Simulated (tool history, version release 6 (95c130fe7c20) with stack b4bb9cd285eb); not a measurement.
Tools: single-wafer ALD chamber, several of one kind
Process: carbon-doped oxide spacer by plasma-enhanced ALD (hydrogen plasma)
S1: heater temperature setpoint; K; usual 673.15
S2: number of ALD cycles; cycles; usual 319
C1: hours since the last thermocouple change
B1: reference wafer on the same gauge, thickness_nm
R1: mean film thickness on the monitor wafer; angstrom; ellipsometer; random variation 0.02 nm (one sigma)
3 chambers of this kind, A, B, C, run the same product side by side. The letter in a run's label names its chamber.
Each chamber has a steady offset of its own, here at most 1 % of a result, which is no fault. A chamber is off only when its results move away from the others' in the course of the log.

{"run": "1A", "hour": 5.2, "S1": 673.15, "S2": 319, "C1": 151, "B1": 15.397, "R1": 158.31}
{"run": "2C", "hour": 12.5, "S1": 673.15, "S2": 319, "C1": 2051.8, "B1": 15.395, "R1": 160.55}
{"run": "3B", "hour": 16.7, "S1": 673.15, "S2": 319, "C1": 19.3, "B1": 15.391, "R1": 159.12}
{"run": "4A", "hour": 20.3, "S1": 673.15, "S2": 319, "C1": 166.1, "B1": 15.391, "R1": 157.59}
{"run": "5B", "hour": 26.2, "S1": 673.15, "S2": 319, "C1": 28.8, "B1": 15.384, "R1": 158.8}
{"run": "6C", "hour": 32.0, "S1": 673.15, "S2": 319, "C1": 2071.3, "B1": 15.38, "R1": 160.22}
{"run": "7C", "hour": 36.2, "S1": 673.15, "S2": 319, "C1": 2075.5, "B1": 15.376, "R1": 160.56}
{"run": "8B", "hour": 42.3, "S1": 673.15, "S2": 319, "C1": 44.9, "B1": 15.373, "R1": 158.59}
{"run": "9A", "hour": 47.5, "S1": 673.15, "S2": 319, "C1": 193.3, "B1": 15.366, "R1": 157.75}
{"run": "10A", "hour": 52.2, "S1": 673.15, "S2": 319, "C1": 198, "B1": 15.365, "R1": 157.75}
{"run": "11B", "hour": 56.1, "S1": 673.15, "S2": 319, "C1": 58.7, "B1": 15.359, "R1": 158.6}
{"run": "12C", "hour": 62.2, "S1": 665.15, "S2": 319, "C1": 2101.5, "B1": 15.36, "R1": 160.45}
{"run": "13C", "hour": 67.7, "S1": 665.15, "S2": 319, "C1": 2107, "B1": 15.358, "R1": 160.27}
{"run": "14A", "hour": 74.5, "S1": 665.15, "S2": 319, "C1": 220.3, "B1": 15.352, "R1": 157.63}
{"run": "15B", "hour": 79.4, "S1": 673.15, "S2": 319, "C1": 82, "B1": 15.348, "R1": 158.43}
{"run": "16C", "hour": 86.7, "S1": 673.15, "S2": 319, "C1": 2126, "B1": 15.345, "R1": 159.74}
{"run": "17A", "hour": 93.0, "S1": 673.15, "S2": 319, "C1": 238.8, "B1": 15.336, "R1": 157.68}
{"run": "18B", "hour": 100.2, "S1": 673.15, "S2": 319, "C1": 102.8, "B1": 15.329, "R1": 158.17}
{"hour": 103.2, "done": "chamber C: thermocouple changed; heater temperature recalibrated"}
{"run": "19A", "hour": 104.7, "S1": 673.15, "S2": 319, "C1": 250.5, "B1": 15.335, "R1": 157.49}
{"run": "20B", "hour": 111.3, "S1": 673.15, "S2": 319, "C1": 113.9, "B1": 15.329, "R1": 158.3}
{"run": "21C", "hour": 118.1, "S1": 673.15, "S2": 319, "C1": 14.9, "B1": 15.324, "R1": 159.89}

What goes on in this fleet: one chamber off, a drifting gauge, or nothing beyond the chambers' own small offsets? Name the chamber and the cause, if any.

The gauge drifts, so all chambers seem to drift together. No chamber is off.
Cause: gauge reads low (%) = 0.529.
